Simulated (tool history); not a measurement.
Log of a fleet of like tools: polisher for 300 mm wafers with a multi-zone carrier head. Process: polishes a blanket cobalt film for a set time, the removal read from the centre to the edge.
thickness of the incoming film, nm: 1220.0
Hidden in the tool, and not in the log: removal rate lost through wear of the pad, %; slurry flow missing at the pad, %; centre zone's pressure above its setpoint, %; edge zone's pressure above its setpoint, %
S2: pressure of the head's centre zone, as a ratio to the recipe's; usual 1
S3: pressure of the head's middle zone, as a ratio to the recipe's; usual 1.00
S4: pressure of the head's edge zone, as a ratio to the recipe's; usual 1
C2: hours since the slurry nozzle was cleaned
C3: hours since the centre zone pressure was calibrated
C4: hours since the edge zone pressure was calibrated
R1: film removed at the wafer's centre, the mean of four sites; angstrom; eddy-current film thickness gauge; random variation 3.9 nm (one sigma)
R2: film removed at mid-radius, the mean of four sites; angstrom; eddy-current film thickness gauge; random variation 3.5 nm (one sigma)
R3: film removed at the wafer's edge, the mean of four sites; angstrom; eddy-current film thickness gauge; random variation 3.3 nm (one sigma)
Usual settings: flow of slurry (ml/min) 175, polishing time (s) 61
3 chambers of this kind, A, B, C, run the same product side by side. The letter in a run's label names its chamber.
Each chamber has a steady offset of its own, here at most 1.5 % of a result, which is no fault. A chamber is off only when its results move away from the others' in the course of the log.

{"hour": 4.0, "done": "chamber B: worn pad replaced by a new one"}
{"run": "1B", "hour": 6.2, "flow of slurry (ml/min)": 175, "S2": 1, "S3": 1.0, "S4": 1, "polishing time (s)": 61, "wafers polished on this pad": 19, "C2": 630.6, "C3": 146.1, "C4": 75.1, "R1": 4215.6, "R2": 4141.8, "R3": 4203.6}
{"hour": 7.7, "done": "chamber C: worn pad replaced by a new one"}
{"run": "2C", "hour": 12.1, "flow of slurry (ml/min)": 175, "S2": 1, "S3": 1.0, "S4": 1, "polishing time (s)": 61, "wafers polished on this pad": 40, "C2": 181.3, "C3": 566.4, "C4": 1302.1, "R1": 4145.5, "R2": 4118.7, "R3": 4124.6}
{"run": "3A", "hour": 18.7, "flow of slurry (ml/min)": 175, "S2": 1, "S3": 1.0, "S4": 1, "polishing time (s)": 61, "wafers polished on this pad": 203, "C2": 98.9, "C3": 385.9, "C4": 327.2, "R1": 4166.4, "R2": 4165.3, "R3": 4142.7}
{"run": "4B", "hour": 28.3, "flow of slurry (ml/min)": 175, "S2": 1, "S3": 1.0, "S4": 1, "polishing time (s)": 61, "wafers polished on this pad": 218, "C2": 652.7, "C3": 168.2, "C4": 97.2, "R1": 4196.6, "R2": 4161.0, "R3": 4207.7}
{"run": "5C", "hour": 36.0, "flow of slurry (ml/min)": 220, "S2": 1, "S3": 1.0, "S4": 1, "polishing time (s)": 55, "wafers polished on this pad": 255, "C2": 205.2, "C3": 590.3, "C4": 1326.0, "R1": 3868.3, "R2": 3805.5, "R3": 3795.1}
{"run": "6A", "hour": 46.5, "flow of slurry (ml/min)": 220, "S2": 1, "S3": 1.0, "S4": 1, "polishing time (s)": 55, "wafers polished on this pad": 453, "C2": 126.7, "C3": 413.7, "C4": 355.0, "R1": 3989.7, "R2": 3837.4, "R3": 3841.4}
{"run": "7C", "hour": 52.1, "flow of slurry (ml/min)": 220, "S2": 1, "S3": 1.0, "S4": 1, "polishing time (s)": 55, "wafers polished on this pad": 399, "C2": 221.3, "C3": 606.4, "C4": 1342.1, "R1": 3929.9, "R2": 3791.3, "R3": 3806.0}
{"run": "8B", "hour": 62.4, "flow of slurry (ml/min)": 175, "S2": 1, "S3": 1.0, "S4": 1, "polishing time (s)": 61, "wafers polished on this pad": 525, "C2": 686.8, "C3": 202.3, "C4": 131.3, "R1": 4214.1, "R2": 4215.0, "R3": 4140.1}
{"run": "9A", "hour": 68.6, "flow of slurry (ml/min)": 175, "S2": 1, "S3": 1.0, "S4": 1, "polishing time (s)": 61, "wafers polished on this pad": 652, "C2": 148.8, "C3": 435.8, "C4": 377.1, "R1": 4362.1, "R2": 4155.3, "R3": 4062.0}
{"hour": 71.7, "done": "chamber C: worn pad replaced by a new one"}
{"run": "10C", "hour": 77.1, "flow of slurry (ml/min)": 175, "S2": 1, "S3": 1.0, "S4": 1, "polishing time (s)": 61, "wafers polished on this pad": 48, "C2": 246.3, "C3": 631.4, "C4": 1367.1, "R1": 4071.0, "R2": 4124.1, "R3": 4107.7}
{"run": "11A", "hour": 84.2, "flow of slurry (ml/min)": 175, "S2": 1, "S3": 1.0, "S4": 1, "polishing time (s)": 61, "wafers polished on this pad": 792, "C2": 164.4, "C3": 451.4, "C4": 392.7, "R1": 4183.7, "R2": 4111.1, "R3": 4172.3}
{"hour": 91.4, "done": "chamber C: centre zone pressure recalibrated"}
{"run": "12B", "hour": 95.4, "flow of slurry (ml/min)": 175, "S2": 1, "S3": 1.0, "S4": 1, "polishing time (s)": 61, "wafers polished on this pad": 822, "C2": 719.8, "C3": 235.3, "C4": 164.3, "R1": 4241.7, "R2": 4169.8, "R3": 4163.6}
{"hour": 99.2, "done": "chamber A: edge zone pressure recalibrated"}
{"hour": 99.9, "done": "chamber C: edge zone pressure recalibrated"}
{"run": "13A", "hour": 101.7, "flow of slurry (ml/min)": 175, "S2": 1, "S3": 1.0, "S4": 1, "polishing time (s)": 61, "wafers polished on this pad": 949, "C2": 181.9, "C3": 468.9, "C4": 2.5, "R1": 4271.8, "R2": 4143.1, "R3": 4153.8}
{"run": "14B", "hour": 110.8, "flow of slurry (ml/min)": 175, "S2": 1, "S3": 1.0, "S4": 1, "polishing time (s)": 61, "wafers polished on this pad": 960, "C2": 735.2, "C3": 250.7, "C4": 179.7, "R1": 4183.9, "R2": 4105.2, "R3": 4174.9}
{"run": "15C", "hour": 121.7, "flow of slurry (ml/min)": 175, "S2": 1, "S3": 1.0, "S4": 1, "polishing time (s)": 61, "wafers polished on this pad": 449, "C2": 290.9, "C3": 30.4, "C4": 21.9, "R1": 4138.1, "R2": 4210.0, "R3": 4135.5}
{"hour": 127.4, "done": "chamber C: slurry nozzle cleaned"}
{"run": "16A", "hour": 129.9, "flow of slurry (ml/min)": 175, "S2": 1, "S3": 1.0, "S4": 1, "polishing time (s)": 61, "wafers polished on this pad": 1203, "C2": 210.1, "C3": 497.1, "C4": 30.7, "R1": 4299.0, "R2": 4139.3, "R3": 4095.6}
{"hour": 132.3, "done": "chamber B: slurry nozzle cleaned"}
{"hour": 133.8, "done": "chamber B: worn pad replaced by a new one"}
{"run": "17B", "hour": 139.6, "flow of slurry (ml/min)": 175, "S2": 1, "S3": 1.0, "S4": 1, "polishing time (s)": 61, "wafers polished on this pad": 53, "C2": 7.3, "C3": 279.5, "C4": 208.5, "R1": 4144.4, "R2": 4068.5, "R3": 4206.5}
{"hour": 139.8, "done": "chamber A: worn pad replaced by a new one"}
{"run": "18C", "hour": 145.4, "flow of slurry (ml/min)": 175, "S2": 1, "S3": 1.0, "S4": 1, "polishing time (s)": 61, "wafers polished on this pad": 663, "C2": 18.0, "C3": 54.1, "C4": 45.6, "R1": 4124.1, "R2": 4159.5, "R3": 4063.3}
{"hour": 146.5, "done": "chamber C: worn pad replaced by a new one"}
{"run": "19A", "hour": 150.9, "flow of slurry (ml/min)": 175, "S2": 1, "S3": 1.1, "S4": 1, "polishing time (s)": 79, "wafers polished on this pad": 99, "C2": 231.1, "C3": 518.1, "C4": 51.7, "R1": 5601.9, "R2": 5804.2, "R3": 5352.2}
{"run": "20B", "hour": 158.6, "flow of slurry (ml/min)": 175, "S2": 1, "S3": 1.1, "S4": 1, "polishing time (s)": 79, "wafers polished on this pad": 223, "C2": 26.3, "C3": 298.5, "C4": 227.5, "R1": 5574.0, "R2": 5908.4, "R3": 5396.6}
{"run": "21C", "hour": 166.1, "flow of slurry (ml/min)": 175, "S2": 1, "S3": 1.1, "S4": 1, "polishing time (s)": 79, "wafers polished on this pad": 176, "C2": 38.7, "C3": 74.8, "C4": 66.3, "R1": 5295.9, "R2": 5851.4, "R3": 5287.9}
{"run": "22B", "hour": 171.7, "flow of slurry (ml/min)": 175, "S2": 1, "S3": 1.0, "S4": 1, "polishing time (s)": 61, "wafers polished on this pad": 341, "C2": 39.4, "C3": 311.6, "C4": 240.6, "R1": 4211.1, "R2": 4138.4, "R3": 4132.4}
{"run": "23C", "hour": 181.2, "flow of slurry (ml/min)": 175, "S2": 1, "S3": 1.0, "S4": 1, "polishing time (s)": 61, "wafers polished on this pad": 312, "C2": 53.8, "C3": 89.9, "C4": 81.4, "R1": 4162.6, "R2": 4114.4, "R3": 4122.8}
{"run": "24A", "hour": 189.2, "flow of slurry (ml/min)": 175, "S2": 1, "S3": 1.0, "S4": 1, "polishing time (s)": 61, "wafers polished on this pad": 444, "C2": 269.4, "C3": 556.4, "C4": 90.0, "R1": 4364.6, "R2": 4045.5, "R3": 4129.6}
{"run": "25C", "hour": 198.9, "flow of slurry (ml/min)": 175, "S2": 1, "S3": 1.0, "S4": 1, "polishing time (s)": 61, "wafers polished on this pad": 471, "C2": 71.5, "C3": 107.6, "C4": 99.1, "R1": 4080.8, "R2": 4136.7, "R3": 4167.7}
{"run": "26B", "hour": 207.9, "flow of slurry (ml/min)": 175, "S2": 1, "S3": 1.0, "S4": 1, "polishing time (s)": 61, "wafers polished on this pad": 667, "C2": 75.6, "C3": 347.8, "C4": 276.8, "R1": 4222.0, "R2": 4182.1, "R3": 4244.2}
{"hour": 208.3, "done": "chamber C: worn pad replaced by a new one"}
{"run": "27A", "hour": 213.2, "flow of slurry (ml/min)": 175, "S2": 1, "S3": 1.0, "S4": 1, "polishing time (s)": 61, "wafers polished on this pad": 660, "C2": 293.4, "C3": 580.4, "C4": 114.0, "R1": 4473.0, "R2": 4082.6, "R3": 4173.0}
{"run": "28A", "hour": 220.8, "flow of slurry (ml/min)": 175, "S2": 1, "S3": 1.0, "S4": 1, "polishing time (s)": 61, "wafers polished on this pad": 728, "C2": 301.0, "C3": 588.0, "C4": 121.6, "R1": 4485.7, "R2": 4097.6, "R3": 4119.5}
{"run": "29C", "hour": 230.6, "flow of slurry (ml/min)": 175, "S2": 1, "S3": 1.0, "S4": 1, "polishing time (s)": 61, "wafers polished on this pad": 201, "C2": 103.2, "C3": 139.3, "C4": 130.8, "R1": 4116.0, "R2": 4075.3, "R3": 4127.5}
{"run": "30B", "hour": 237.7, "flow of slurry (ml/min)": 175, "S2": 1, "S3": 0.89, "S4": 1, "polishing time (s)": 61, "wafers polished on this pad": 935, "C2": 105.4, "C3": 377.6, "C4": 306.6, "R1": 4258.5, "R2": 3752.4, "R3": 4218.7}
{"run": "31A", "hour": 244.8, "flow of slurry (ml/min)": 175, "S2": 1, "S3": 0.89, "S4": 1, "polishing time (s)": 61, "wafers polished on this pad": 944, "C2": 325.0, "C3": 612.0, "C4": 145.6, "R1": 4420.5, "R2": 3727.3, "R3": 4153.6}
{"run": "32C", "hour": 252.8, "flow of slurry (ml/min)": 175, "S2": 1, "S3": 0.89, "S4": 1, "polishing time (s)": 61, "wafers polished on this pad": 400, "C2": 125.4, "C3": 161.5, "C4": 153.0, "R1": 4123.1, "R2": 3678.7, "R3": 4140.7}
{"run": "33B", "hour": 262.3, "flow of slurry (ml/min)": 175, "S2": 1, "S3": 1.0, "S4": 1, "polishing time (s)": 61, "wafers polished on this pad": 1156, "C2": 130.0, "C3": 402.2, "C4": 331.2, "R1": 4254.1, "R2": 4181.0, "R3": 4168.3}
{"hour": 263.2, "done": "chamber A: worn pad replaced by a new one"}
{"run": "34A", "hour": 270.9, "flow of slurry (ml/min)": 175, "S2": 1, "S3": 1.0, "S4": 1, "polishing time (s)": 61, "wafers polished on this pad": 70, "C2": 351.1, "C3": 638.1, "C4": 171.7, "R1": 4446.8, "R2": 4109.4, "R3": 4170.6}

What goes on in this fleet: one chamber off, a drifting gauge, or nothing beyond the chambers' own small offsets? Name the chamber and the cause, if any.

Chamber A drifts away from the others.
Cause: centre zone's pressure above its setpoint, % = 6.39.

Here are 4 candidates for chamber A's next run, each the usual settings with a change, their results left as question marks. Which one brings its results back in line with what the others give on the usual settings?
In line means no further than this from the other chambers' mean on the usual settings: R1 140.0 angstrom; R2 120.0 angstrom; R3 120.0 angstrom
{"run": "35A-1", "hour": 279.0, "flow of slurry (ml/min)": 180, "S2": 1.1, "S3": 0.97, "S4": 0.97, "polishing time (s)": 62, "R1": "?", "R2": "?", "R3": "?"}
{"run": "35A-2", "hour": 279.0, "flow of slurry (ml/min)": 180, "S2": 1.06, "S3": 0.98, "S4": 0.98, "polishing time (s)": 61, "R1": "?", "R2": "?", "R3": "?"}
{"run": "35A-3", "hour": 279.0, "flow of slurry (ml/min)": 170, "S2": 0.94, "S3": 1.02, "S4": 1.02, "polishing time (s)": 61, "R1": "?", "R2": "?", "R3": "?"}
{"run": "35A-4", "hour": 279.0, "flow of slurry (ml/min)": 170, "S2": 0.9, "S3": 1.03, "S4": 1.03, "polishing time (s)": 60, "R1": "?", "R2": "?", "R3": "?"}

The other chambers' mean on the usual settings: R1 4177.1 angstrom; R2 4135.0 angstrom; R3 4143.1 angstrom
run=35A-1 R1=5048.5 R2=4087.4 R3=4165.6
run=35A-2 R1=4770.8 R2=4060.7 R3=4119.7
run=35A-3 R1=4137.7 R2=4176.9 R3=4175.5
run=35A-4 R1=3878.7 R2=4146.7 R3=4127.8
35A-3 brings the chamber back in line.
